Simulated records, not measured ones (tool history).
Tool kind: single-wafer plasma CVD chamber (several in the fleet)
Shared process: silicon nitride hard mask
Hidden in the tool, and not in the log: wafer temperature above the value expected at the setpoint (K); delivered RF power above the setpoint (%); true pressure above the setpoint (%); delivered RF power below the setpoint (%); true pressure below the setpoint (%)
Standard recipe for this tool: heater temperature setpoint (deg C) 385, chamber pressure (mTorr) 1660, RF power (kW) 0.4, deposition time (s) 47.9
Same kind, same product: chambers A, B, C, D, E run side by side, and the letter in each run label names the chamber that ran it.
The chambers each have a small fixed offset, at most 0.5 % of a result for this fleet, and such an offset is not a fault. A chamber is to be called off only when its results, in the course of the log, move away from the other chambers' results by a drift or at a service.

run   hour  heater temperature setpoint (deg C)  chamber pressure (mTorr)  RF power (kW)  deposition time (s)  hours since the last thermocouple change  hours since the last RF generator calibration  hours since the last manometer calibration  read-back reference wafer on the same gauge, thickness_nm  mean film thickness on the monitor wafer (angstrom)
 1E      6                                  385                      1660            0.4                 47.9                                    1784.1                                          528.4                                      2628.8                                                     79.098                                               672.45
 2A   15.8                                  385                      1660            0.4                 47.9                                    1043.2                                         1200.2                                       737.1                                                     79.127                                               670.59
      19.5  -- chamber A: thermocouple changed; heater temperature recalibrated
 3B   26.8                                  385                      1660            0.4                 47.9                                     878.9                                          411.4                                      1656.2                                                     79.143                                               674.17
 4C   32.7                                  385                      1660            0.4                 47.9                                     140.8                                          519.3                                      1237.8                                                     79.168                                               674.88
 5D   41.4                                  385                      1660            0.4                 47.9                                     616.3                                         1913.7                                      1597.9                                                     79.196                                               675.76
 6B   50.2                                  385                      1660            0.4                 47.9                                     902.3                                          434.8                                      1679.6                                                     79.205                                               676.14
 7D   60.3                                  385                      1660            0.4                 47.9                                     635.2                                         1932.6                                      1616.8                                                     79.213                                               675.78
 8C   69.9                                  385                      2010            0.4                 39.1                                       178                                          556.5                                        1275                                                     79.209                                                579.5
 9E   77.7                                  385                      2010            0.4                 39.1                                    1855.8                                          600.1                                      2700.5                                                     79.239                                               580.12
10A   86.9                                  385                      2010            0.4                 39.1                                      67.5                                         1271.3                                       808.2                                                     79.273                                               579.88
11D   95.6                                  385                      2010            0.4                 39.1                                     670.5                                         1967.9                                      1652.1                                                      79.26                                                582.9
12C  102.7                                  385                      2010            0.4                 39.1                                     210.8                                          589.3                                      1307.8                                                     79.278                                               579.85
13E  112.9                                  385                      1660            0.4                 47.9                                      1891                                          635.3                                      2735.7                                                     79.318                                               675.33
     115.4  -- chamber B: thermocouple changed; heater temperature recalibrated
14A  122.2                                  385                      1660           0.37                 47.9                                     102.8                                         1306.6                                       843.5                                                     79.347                                               640.24
15B  131.3                                  385                      1660           0.37                 47.9                                        16                                          515.9                                      1760.7                                                     79.336                                                645.2
16E  138.1                                  385                      1660           0.37                 47.9                                    1916.2                                          660.5                                      2760.9                                                     79.391                                                643.2
17B  144.9                                  385                      1660           0.37                 47.9                                      29.6                                          529.5                                      1774.3                                                      79.36                                               646.92
18D  151.4                                  385                      1660           0.37                 47.9                                     726.3                                         2023.7                                      1707.9                                                     79.391                                               647.04
19A  161.5                                  385                      1660            0.4                 47.9                                     142.1                                         1345.9                                       882.8                                                     79.407                                               674.09
20C  169.5                                  399                      1660            0.4                 47.9                                     277.6                                          656.1                                      1374.6                                                     79.416                                               669.39
21E  176.7                                  399                      1660            0.4                 47.9                                    1954.8                                          699.1                                      2799.5                                                     79.416                                               671.25
     183.1  -- chamber E: capacitance manometer re-zeroed and calibrated
22B  184.4                                  399                      1660            0.4                 47.9                                      69.1                                            569                                      1813.8                                                     79.435                                               673.99
23C  192.3                                  399                      1660            0.4                 47.9                                     300.4                                          678.9                                      1397.4                                                     79.462                                               672.99
24A  198.8                                  399                      1660            0.4                 47.9                                     179.4                                         1383.2                                       920.1                                                     79.468                                               669.47
25D    206                                  385                      1660            0.4                 47.9                                     780.9                                         2078.3                                      1762.5                                                      79.48                                               678.64
26A  214.1                                  385                      1660            0.4                 47.9                                     194.7                                         1398.5                                       935.4                                                     79.481                                                674.9
27D  219.2                                  385                      1660            0.4                 47.9                                     794.1                                         2091.5                                      1775.7                                                     79.508                                               677.99
28B  227.7                                  385                      1660            0.4                 47.9                                     112.4                                          612.3                                      1857.1                                                     79.569                                               679.77
29C  232.8                                  385                      1660            0.4                 47.9                                     340.9                                          719.4                                      1437.9                                                     79.533                                                676.5
30E  242.3                                  385                      1660            0.4                 47.9                                    2020.4                                          764.7                                        59.3                                                     79.521                                               676.65

Which is it: a chamber that has drifted or been left off by a service, a gauge drift common to all chambers, or only each chamber's usual small offset? If a chamber is off, name it and its likeliest cause.

Gauge drift. The chambers move together only on paper, and none stands off.
Most likely cause: gauge reads high (%) = 0.592.

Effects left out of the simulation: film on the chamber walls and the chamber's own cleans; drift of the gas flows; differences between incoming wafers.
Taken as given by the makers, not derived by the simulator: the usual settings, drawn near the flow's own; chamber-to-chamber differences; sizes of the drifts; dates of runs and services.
